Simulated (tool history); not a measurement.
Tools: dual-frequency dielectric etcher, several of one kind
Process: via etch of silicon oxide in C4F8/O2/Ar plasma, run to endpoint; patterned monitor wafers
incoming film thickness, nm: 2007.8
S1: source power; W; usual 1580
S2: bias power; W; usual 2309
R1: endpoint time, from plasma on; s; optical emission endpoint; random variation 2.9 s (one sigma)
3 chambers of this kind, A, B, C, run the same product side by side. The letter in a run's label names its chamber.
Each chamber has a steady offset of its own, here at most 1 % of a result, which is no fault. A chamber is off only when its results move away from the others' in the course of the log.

| run | hour | S1 | S2 | R1 |
|---|---|---|---|---|
| 1B | 7.9 | 1580 | 2309 | 417.90 |
| 2A | 17.8 | 1580 | 2309 | 410.60 |
| 3C | 29.9 | 1580 | 2309 | 418.41 |
| 4B | 40.4 | 1580 | 2309 | 420.77 |
| 5A | 53.4 | 1580 | 2309 | 415.60 |
| 6C | 61.2 | 1580 | 2309 | 419.94 |
| 7B | 67.8 | 1580 | 2309 | 415.01 |
|  | 69.6 | chamber C: wet clean of the chamber |
| 8C | 74.3 | 1580 | 2309 | 412.08 |
| 9A | 83.7 | 1580 | 2309 | 415.03 |
| 10C | 96.3 | 1720 | 2841 | 376.84 |
| 11B | 107.0 | 1720 | 2841 | 373.99 |
| 12A | 116.1 | 1720 | 2841 | 374.40 |
| 13B | 127.5 | 1580 | 2309 | 417.85 |
| 14A | 138.0 | 1580 | 2600 | 393.68 |
| 15C | 150.6 | 1580 | 2600 | 400.86 |
| 16A | 158.4 | 1580 | 2600 | 398.24 |
| 17B | 167.2 | 1580 | 2309 | 415.99 |
| 18C | 174.5 | 1580 | 2309 | 416.04 |
| 19C | 186.6 | 1580 | 2309 | 408.67 |
| 20A | 196.7 | 1580 | 2309 | 409.72 |
| 21B | 209.7 | 1810 | 1875 | 418.47 |
| 22A | 217.9 | 1810 | 1875 | 409.66 |
| 23B | 225.4 | 1810 | 1875 | 418.13 |
| 24C | 236.4 | 1580 | 2309 | 418.88 |
| 25B | 246.4 | 1580 | 2309 | 416.44 |
| 26C | 254.1 | 1820 | 2309 | 392.24 |
| 27A | 268.0 | 1820 | 2309 | 387.28 |
| 28B | 275.6 | 1820 | 2309 | 389.86 |
| 29A | 282.9 | 1580 | 2309 | 406.14 |
| 30C | 296.1 | 1580 | 2309 | 414.65 |
| 31B | 306.0 | 1960 | 2024 | 399.95 |
| 32A | 313.0 | 1960 | 2024 | 383.37 |
| 33C | 322.8 | 1960 | 2024 | 394.10 |
| 34A | 330.0 | 1580 | 2309 | 398.13 |
| 35C | 342.5 | 1580 | 2309 | 416.71 |

All 3 chambers run these settings next. Forecast each chamber's results:
| 36A | 352.7 | 1580 | 1983 | ? |
| 36B | 352.7 | 1580 | 1983 | ? |
| 36C | 352.7 | 1580 | 1983 | ? |

| run | R1 |
|---|---|
| 36A | 417.82 |
| 36B | 435.76 |
| 36C | 438.93 |

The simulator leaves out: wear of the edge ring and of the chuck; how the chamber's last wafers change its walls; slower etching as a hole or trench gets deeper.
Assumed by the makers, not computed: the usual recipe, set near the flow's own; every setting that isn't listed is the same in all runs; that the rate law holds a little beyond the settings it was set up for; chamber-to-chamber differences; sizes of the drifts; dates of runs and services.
